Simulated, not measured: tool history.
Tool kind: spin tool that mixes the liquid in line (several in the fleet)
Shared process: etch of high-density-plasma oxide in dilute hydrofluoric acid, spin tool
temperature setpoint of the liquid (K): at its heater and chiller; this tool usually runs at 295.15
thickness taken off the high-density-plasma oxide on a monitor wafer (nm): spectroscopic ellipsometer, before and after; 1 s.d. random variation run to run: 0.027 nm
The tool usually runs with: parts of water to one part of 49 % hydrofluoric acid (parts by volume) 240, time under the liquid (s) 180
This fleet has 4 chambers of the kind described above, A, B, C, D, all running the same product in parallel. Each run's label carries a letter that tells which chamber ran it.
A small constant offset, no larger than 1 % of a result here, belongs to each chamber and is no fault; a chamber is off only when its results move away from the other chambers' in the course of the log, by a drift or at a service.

| run | day | temperature setpoint of the liquid (K) | parts of water to one part of 49 % hydrofluoric acid (parts by volume) | time under the liquid (s) | hours since the thermometer was replaced | hours since the hydrofluoric acid flow meter was replaced | read-back film thickness of the high-density-plasma oxide reference wafer, read on the same gauge (nm) | thickness taken off the high-density-plasma oxide on a monitor wafer (nm) |
|---|---|---|---|---|---|---|---|---|
| 1C | 0.229 | 295.15 | 240 | 180 | 1086.5 | 820.6 | 49.993 | 3.1588 |
| 2B | 0.533 | 295.15 | 240 | 180 | 898.7 | 1037.2 | 49.997 | 3.2095 |
| 3A | 0.904 | 295.15 | 240 | 180 | 137.1 | 111 | 50.007 | 3.1822 |
| 4D | 1.3 | 295.15 | 240 | 180 | 573.6 | 2042.3 | 50.003 | 3.189 |
| 5C | 1.608 | 295.15 | 240 | 180 | 1119.6 | 853.7 | 50.02 | 3.2048 |
| 6A | 1.854 | 295.15 | 240 | 180 | 159.9 | 133.8 | 49.992 | 3.1575 |
| 7D | 2.25 | 295.15 | 240 | 215 | 596.4 | 2065.1 | 50.007 | 3.8007 |
| 8B | 2.492 | 295.15 | 240 | 215 | 945.7 | 1084.2 | 49.985 | 3.8543 |
| 9A | 2.771 | 295.15 | 240 | 215 | 181.9 | 155.8 | 50.047 | 3.7628 |
| 10C | 3.125 | 295.15 | 240 | 215 | 1156 | 890.1 | 50.029 | 3.7781 |
| 11D | 3.358 | 295.15 | 240 | 180 | 623 | 2091.7 | 49.962 | 3.1728 |
| 12B | 3.725 | 295.15 | 240 | 180 | 975.3 | 1113.8 | 49.977 | 3.1629 |
| 13A | 3.958 | 295.15 | 240 | 180 | 210.4 | 184.3 | 50.001 | 3.2217 |
| 14B | 4.262 | 295.15 | 240 | 180 | 988.2 | 1126.7 | 49.979 | 3.1997 |
| 15C | 4.646 | 295.15 | 240 | 180 | 1192.5 | 926.6 | 50.018 | 3.1606 |
| 16D | 5.004 | 293.15 | 240 | 180 | 662.5 | 2131.2 | 49.994 | 2.918 |
| 17B | 5.283 | 293.15 | 240 | 180 | 1012.7 | 1151.2 | 50.036 | 2.942 |
| 18D | 5.521 | 293.15 | 240 | 180 | 674.9 | 2143.6 | 50.002 | 2.9547 |
| 19A | 5.75 | 293.15 | 240 | 180 | 253.4 | 227.3 | 49.951 | 2.9134 |
| 20C | 6 | 295.15 | 240 | 180 | 1225 | 959.1 | 49.997 | 3.1599 |
| 21A | 6.192 | 295.15 | 240 | 180 | 264 | 237.9 | 49.995 | 3.1271 |
| 22C | 6.392 | 295.15 | 240 | 180 | 1234.4 | 968.5 | 49.989 | 3.1321 |
| 23B | 6.588 | 295.15 | 240 | 180 | 1044 | 1182.5 | 49.994 | 3.1881 |
| 24D | 6.825 | 295.15 | 240 | 180 | 706.2 | 2174.9 | 49.99 | 3.1014 |
| 25A | 7.221 | 295.15 | 240 | 260 | 288.7 | 262.6 | 49.982 | 4.636 |
| 26B | 7.442 | 295.15 | 240 | 260 | 1064.5 | 1203 | 49.99 | 4.5889 |
| 27C | 7.742 | 295.15 | 240 | 260 | 1266.8 | 1000.9 | 49.991 | 4.5625 |
| 28D | 8.108 | 295.15 | 240 | 260 | 737 | 2205.7 | 49.987 | 4.5872 |
| 29C | 8.383 | 295.15 | 240 | 180 | 1282.2 | 1016.3 | 49.979 | 3.1595 |
| 30A | 8.762 | 295.15 | 240 | 180 | 325.7 | 299.6 | 49.984 | 3.1895 |
| 31D | 8.954 | 295.15 | 275 | 180 | 757.3 | 2226 | 49.954 | 2.6561 |
| 32B | 9.292 | 295.15 | 275 | 180 | 1108.9 | 1247.4 | 49.998 | 2.7516 |
| 33B | 9.688 | 295.15 | 275 | 180 | 1118.4 | 1256.9 | 50.012 | 2.7189 |
| 34C | 10.046 | 295.15 | 275 | 180 | 1322.1 | 1056.2 | 50.021 | 2.6982 |
| 35A | 10.421 | 295.15 | 240 | 180 | 365.5 | 339.4 | 50.003 | 3.1785 |
| 36D | 10.654 | 295.15 | 240 | 180 | 798.1 | 2266.8 | 49.995 | 3.1928 |
| 37D | 10.904 | 295.15 | 240 | 260 | 804.1 | 2272.8 | 50.01 | 4.5492 |
| 38C | 11.158 | 295.15 | 240 | 260 | 1348.8 | 1082.9 | 49.986 | 4.5469 |

Is one chamber off against the others, does the gauge drift, or is nothing wrong? If a chamber is off, say which, and what the likeliest cause is.

No chamber stands off beyond its own small offset, and the gauge holds steady.
